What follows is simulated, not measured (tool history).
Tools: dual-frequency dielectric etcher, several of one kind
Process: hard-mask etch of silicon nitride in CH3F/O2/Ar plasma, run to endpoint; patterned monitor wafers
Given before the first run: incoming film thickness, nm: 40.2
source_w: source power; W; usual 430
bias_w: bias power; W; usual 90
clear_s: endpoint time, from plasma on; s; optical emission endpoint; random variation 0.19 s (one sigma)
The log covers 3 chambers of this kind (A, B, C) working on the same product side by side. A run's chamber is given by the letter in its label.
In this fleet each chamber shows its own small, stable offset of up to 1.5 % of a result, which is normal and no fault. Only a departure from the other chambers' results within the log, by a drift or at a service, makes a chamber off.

| run | hour | source_w | bias_w | clear_s |
|---|---|---|---|---|
| 1C | 8.9 | 430 | 90 | 52.368 |
| 2A | 17.7 | 430 | 90 | 52.527 |
| 3B | 28.0 | 430 | 90 | 51.719 |
| 4B | 33.5 | 430 | 90 | 51.596 |
| 5C | 40.0 | 430 | 72 | 56.441 |
| 6A | 45.2 | 430 | 72 | 56.455 |
|  | 50.5 | chamber A: wet clean of the chamber |
| 7B | 53.8 | 430 | 72 | 55.404 |
| 8C | 63.7 | 430 | 90 | 52.582 |
| 9A | 70.9 | 430 | 90 | 52.255 |
| 10C | 81.6 | 430 | 90 | 52.520 |
| 11A | 88.5 | 400 | 82 | 55.894 |
| 12B | 95.9 | 400 | 82 | 55.041 |
| 13C | 103.1 | 400 | 82 | 56.021 |
| 14A | 110.4 | 430 | 90 | 52.278 |
| 15B | 119.5 | 430 | 90 | 51.538 |
| 16B | 125.7 | 520 | 69 | 52.754 |
| 17C | 135.8 | 520 | 69 | 54.182 |
| 18A | 144.1 | 520 | 69 | 53.674 |
| 19C | 153.8 | 430 | 90 | 53.210 |
| 20B | 163.6 | 430 | 90 | 51.572 |
| 21A | 172.9 | 430 | 90 | 52.375 |
| 22C | 178.3 | 430 | 90 | 53.324 |
| 23B | 183.9 | 430 | 90 | 51.415 |
| 24A | 192.9 | 430 | 90 | 52.670 |
| 25B | 199.0 | 430 | 90 | 51.592 |
|  | 203.1 | chamber C: bias power generator calibrated |
| 26C | 206.5 | 360 | 90 | 57.282 |
| 27A | 213.9 | 360 | 90 | 56.097 |
| 28A | 223.3 | 360 | 90 | 56.102 |
| 29C | 230.1 | 430 | 90 | 53.553 |
| 30B | 237.8 | 430 | 90 | 51.750 |
| 31B | 244.2 | 430 | 90 | 52.063 |

Is one chamber off against the others, does the gauge drift, or is nothing wrong? If a chamber is off, say which, and what the likeliest cause is.

It is chamber C that slowly wanders off from its peers.
What lies behind it: etch rate under this chamber's usual, % = 2.53.

Below are 4 candidate recipes for chamber C's next run, each the usual settings with a change, their results shown as question marks. Which of them brings C's results back in line with what the other chambers give on the usual settings?
Counts as in line when no further than this from what the other chambers average on the usual settings: clear_s 0.640 s
| 32C-1 | 251.9 | 420 | 90 | ? |
| 32C-2 | 251.9 | 410 | 87 | ? |
| 32C-3 | 251.9 | 440 | 91 | ? |
| 32C-4 | 251.9 | 450 | 93 | ? |

Other chambers, usual settings, mean: clear_s 52.066 s
| run | clear_s |
|---|---|
| 32C-1 | 54.204 |
| 32C-2 | 55.379 |
| 32C-3 | 53.045 |
| 32C-4 | 52.181 |
It is 32C-4 that realigns the chamber with its peers.

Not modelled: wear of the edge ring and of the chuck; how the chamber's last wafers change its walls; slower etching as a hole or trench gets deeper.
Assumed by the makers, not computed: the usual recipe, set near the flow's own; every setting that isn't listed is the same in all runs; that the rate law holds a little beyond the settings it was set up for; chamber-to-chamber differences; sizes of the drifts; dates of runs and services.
